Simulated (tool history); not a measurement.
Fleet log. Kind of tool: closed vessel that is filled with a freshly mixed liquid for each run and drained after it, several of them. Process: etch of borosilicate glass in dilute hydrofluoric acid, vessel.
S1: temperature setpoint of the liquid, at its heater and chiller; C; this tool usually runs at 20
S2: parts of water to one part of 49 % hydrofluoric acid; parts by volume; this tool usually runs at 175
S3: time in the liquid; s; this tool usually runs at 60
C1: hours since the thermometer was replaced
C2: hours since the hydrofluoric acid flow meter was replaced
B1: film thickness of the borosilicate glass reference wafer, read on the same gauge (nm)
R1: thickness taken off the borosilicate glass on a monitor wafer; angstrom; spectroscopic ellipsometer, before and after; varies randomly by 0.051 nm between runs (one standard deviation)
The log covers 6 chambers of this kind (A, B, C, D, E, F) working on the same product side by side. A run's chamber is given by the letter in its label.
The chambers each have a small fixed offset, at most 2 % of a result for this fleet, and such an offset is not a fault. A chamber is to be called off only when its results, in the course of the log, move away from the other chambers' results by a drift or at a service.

run,hour,S1,S2,S3,C1,C2,B1,R1
1E,3.1,20,175,60,26.6,1222.7,110,64.609
2C,6.7,20,175,60,317.6,126.2,110,63.557
3B,9.8,20,175,60,422.6,1096.2,109.97,64.715
4A,15.1,20,175,60,1972.7,1015.8,110.01,63.026
5D,19.8,17,175,80,910,191.4,109.99,74.792
6F,23.6,17,175,80,2143.5,663.8,109.99,76.621
7F,26.2,17,175,80,2146.1,666.4,109.99,75.396
8A,30.6,17,175,80,1988.2,1031.3,110.03,73.254
9B,34.2,17,175,80,447,1120.6,110.01,74.838
10E,37.5,17,175,80,61,1257.1,109.99,75.468
11C,40.9,20,175,60,351.8,160.4,110.01,63.031
12D,46.7,18,175,40,936.9,218.3,110,39.654
13D,52.3,18,175,40,942.5,223.9,110,39.254
14B,57.5,18,175,40,470.3,1143.9,110,38.693
15C,60.3,18,175,40,371.2,179.8,109.99,38.726
16F,63.8,18,175,40,2183.7,704,110,39.376
17E,68.6,18,175,40,92.1,1288.2,110.01,39.711
18A,74,20,175,60,2031.6,1074.7,110,62.845
19B,77.5,20,175,60,490.3,1163.9,110.01,63.402
20E,82.7,20,175,60,106.2,1302.3,110,64.025
21D,87.3,20,175,60,977.5,258.9,109.99,63.603
22A,90.1,20,175,60,2047.7,1090.8,109.98,62.529
23F,94.7,20,175,60,2214.6,734.9,109.99,64.731
24C,100.5,20,175,60,411.4,220,110,62.881
25A,105.8,20,175,60,2063.4,1106.5,109.99,63.029
26E,110.7,20,175,60,134.2,1330.3,110,63.553
27C,115.8,20,175,60,426.7,235.3,110.01,63.675
28F,119.4,20,175,75,2239.3,759.6,109.99,79.652
29D,124.4,20,175,75,1014.6,296,110.03,79.731
30B,128.1,20,175,75,540.9,1214.5,110.04,82.034
31E,131.6,20,175,75,155.1,1351.2,110.02,80.591
# hour 133.6: chamber F: thermometer replaced
32C,137.6,20,175,75,448.5,257.1,110,79.896
33F,142.4,20,175,75,8.9,782.6,110.01,79.937
34D,145.3,20,175,60,1035.5,316.9,110,62.798
35B,149.3,20,175,60,562.1,1235.7,109.99,66.496
36A,152.4,20,215,60,2110,1153.1,110,48.815
37A,155.1,20,215,60,2112.7,1155.8,110.01,48.697
38F,158.6,20,215,60,25.1,798.8,109.99,50.161

The same settings go to every chamber for the next run, one line per chamber below. Forecast the results for each:
39A,162.9,24.5,175,60,,,,?
39B,162.9,24.5,175,60,,,,?
39C,162.9,24.5,175,60,,,,?
39D,162.9,24.5,175,60,,,,?
39E,162.9,24.5,175,60,,,,?
39F,162.9,24.5,175,60,,,,?

run,R1
39A,74.969
39B,81.214
39C,74.792
39D,75.01
39E,77.14
39F,75.903

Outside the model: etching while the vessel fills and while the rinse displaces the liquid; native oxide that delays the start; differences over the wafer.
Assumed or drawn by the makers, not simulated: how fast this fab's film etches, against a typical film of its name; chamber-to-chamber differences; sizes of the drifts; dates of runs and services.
